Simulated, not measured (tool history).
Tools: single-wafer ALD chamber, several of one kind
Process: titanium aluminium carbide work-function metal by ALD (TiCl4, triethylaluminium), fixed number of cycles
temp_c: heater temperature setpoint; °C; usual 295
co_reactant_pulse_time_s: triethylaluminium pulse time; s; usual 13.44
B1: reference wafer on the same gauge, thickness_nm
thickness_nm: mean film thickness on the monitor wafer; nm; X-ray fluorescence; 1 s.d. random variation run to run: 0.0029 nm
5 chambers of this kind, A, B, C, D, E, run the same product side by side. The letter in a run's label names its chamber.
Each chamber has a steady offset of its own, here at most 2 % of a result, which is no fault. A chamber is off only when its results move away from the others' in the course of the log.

{"run": "1B", "hour": 6.0, "temp_c": 295, "co_reactant_pulse_time_s": 13.44, "B1": 2.1691, "thickness_nm": 2.009}
{"run": "2E", "hour": 11.4, "temp_c": 295, "co_reactant_pulse_time_s": 13.44, "B1": 2.1699, "thickness_nm": 2.0057}
{"run": "3D", "hour": 15.9, "temp_c": 295, "co_reactant_pulse_time_s": 13.44, "B1": 2.1695, "thickness_nm": 2.0383}
{"run": "4A", "hour": 22.8, "temp_c": 295, "co_reactant_pulse_time_s": 13.44, "B1": 2.1688, "thickness_nm": 1.9967}
{"run": "5C", "hour": 28.5, "temp_c": 295, "co_reactant_pulse_time_s": 13.44, "B1": 2.1683, "thickness_nm": 1.9929}
{"run": "6E", "hour": 33.3, "temp_c": 295, "co_reactant_pulse_time_s": 13.44, "B1": 2.1667, "thickness_nm": 2.002}
{"run": "7C", "hour": 38.1, "temp_c": 304, "co_reactant_pulse_time_s": 17.48, "B1": 2.1687, "thickness_nm": 2.0941}
{"run": "8D", "hour": 41.7, "temp_c": 304, "co_reactant_pulse_time_s": 17.48, "B1": 2.1672, "thickness_nm": 2.1238}
{"run": "9A", "hour": 48.3, "temp_c": 304, "co_reactant_pulse_time_s": 17.48, "B1": 2.1673, "thickness_nm": 2.0952}
{"run": "10B", "hour": 51.4, "temp_c": 304, "co_reactant_pulse_time_s": 17.48, "B1": 2.167, "thickness_nm": 2.1045}
{"run": "11C", "hour": 57.0, "temp_c": 304, "co_reactant_pulse_time_s": 17.48, "B1": 2.167, "thickness_nm": 2.0864}
{"run": "12A", "hour": 63.4, "temp_c": 295, "co_reactant_pulse_time_s": 13.44, "B1": 2.166, "thickness_nm": 1.9986}
{"run": "13D", "hour": 69.3, "temp_c": 304, "co_reactant_pulse_time_s": 17.05, "B1": 2.1649, "thickness_nm": 2.1284}
{"hour": 73.8, "done": "chamber C: thermocouple changed; heater temperature recalibrated"}
{"run": "14B", "hour": 74.3, "temp_c": 304, "co_reactant_pulse_time_s": 17.05, "B1": 2.1659, "thickness_nm": 2.0956}
{"run": "15E", "hour": 80.6, "temp_c": 304, "co_reactant_pulse_time_s": 17.05, "B1": 2.1648, "thickness_nm": 2.0996}
{"run": "16D", "hour": 87.4, "temp_c": 304, "co_reactant_pulse_time_s": 17.05, "B1": 2.1647, "thickness_nm": 2.1295}
{"run": "17C", "hour": 92.6, "temp_c": 304, "co_reactant_pulse_time_s": 17.05, "B1": 2.1649, "thickness_nm": 2.088}
{"run": "18E", "hour": 97.1, "temp_c": 295, "co_reactant_pulse_time_s": 13.44, "B1": 2.1643, "thickness_nm": 2.0033}
{"run": "19A", "hour": 100.5, "temp_c": 295, "co_reactant_pulse_time_s": 13.44, "B1": 2.1627, "thickness_nm": 2.0025}
{"run": "20B", "hour": 106.3, "temp_c": 295, "co_reactant_pulse_time_s": 13.44, "B1": 2.1628, "thickness_nm": 2.0055}
{"run": "21B", "hour": 110.8, "temp_c": 295, "co_reactant_pulse_time_s": 13.44, "B1": 2.163, "thickness_nm": 1.9988}
{"run": "22E", "hour": 115.5, "temp_c": 295, "co_reactant_pulse_time_s": 13.44, "B1": 2.1629, "thickness_nm": 2.0013}
{"run": "23D", "hour": 122.2, "temp_c": 295, "co_reactant_pulse_time_s": 13.44, "B1": 2.1631, "thickness_nm": 2.0304}
{"run": "24C", "hour": 125.9, "temp_c": 290, "co_reactant_pulse_time_s": 17.81, "B1": 2.1625, "thickness_nm": 1.96}
{"run": "25A", "hour": 131.2, "temp_c": 290, "co_reactant_pulse_time_s": 17.81, "B1": 2.1616, "thickness_nm": 1.963}
{"run": "26D", "hour": 137.6, "temp_c": 290, "co_reactant_pulse_time_s": 17.81, "B1": 2.1617, "thickness_nm": 1.997}
{"run": "27E", "hour": 141.6, "temp_c": 290, "co_reactant_pulse_time_s": 17.81, "B1": 2.1616, "thickness_nm": 1.9717}
{"run": "28C", "hour": 146.8, "temp_c": 290, "co_reactant_pulse_time_s": 17.81, "B1": 2.161, "thickness_nm": 1.9593}
{"run": "29A", "hour": 150.6, "temp_c": 295, "co_reactant_pulse_time_s": 13.44, "B1": 2.1597, "thickness_nm": 1.9914}
{"run": "30B", "hour": 156.2, "temp_c": 295, "co_reactant_pulse_time_s": 13.44, "B1": 2.1609, "thickness_nm": 1.998}
{"run": "31D", "hour": 163.2, "temp_c": 295, "co_reactant_pulse_time_s": 13.44, "B1": 2.1604, "thickness_nm": 2.0282}
{"run": "32A", "hour": 167.4, "temp_c": 282, "co_reactant_pulse_time_s": 8.44, "B1": 2.1593, "thickness_nm": 1.7917}
{"run": "33C", "hour": 173.1, "temp_c": 282, "co_reactant_pulse_time_s": 8.44, "B1": 2.1604, "thickness_nm": 1.7786}
{"run": "34B", "hour": 178.7, "temp_c": 282, "co_reactant_pulse_time_s": 8.44, "B1": 2.1591, "thickness_nm": 1.7995}
{"run": "35E", "hour": 183.3, "temp_c": 282, "co_reactant_pulse_time_s": 8.44, "B1": 2.1588, "thickness_nm": 1.8002}
{"run": "36C", "hour": 186.8, "temp_c": 282, "co_reactant_pulse_time_s": 8.44, "B1": 2.1589, "thickness_nm": 1.7796}
{"run": "37A", "hour": 193.1, "temp_c": 295, "co_reactant_pulse_time_s": 13.44, "B1": 2.1574, "thickness_nm": 1.9871}
{"run": "38D", "hour": 196.7, "temp_c": 295, "co_reactant_pulse_time_s": 13.44, "B1": 2.158, "thickness_nm": 2.03}
{"run": "39E", "hour": 202.2, "temp_c": 295, "co_reactant_pulse_time_s": 13.44, "B1": 2.1577, "thickness_nm": 1.996}
{"run": "40B", "hour": 208.3, "temp_c": 295, "co_reactant_pulse_time_s": 13.44, "B1": 2.1575, "thickness_nm": 1.9938}

Is one chamber off against the others, does the gauge drift, or is nothing wrong? If a chamber is off, say which, and what the likeliest cause is.

The shared gauge is drifting. All chambers look as if they move in step, but none is off.
Most likely cause: gauge reads low (%) = 0.591.
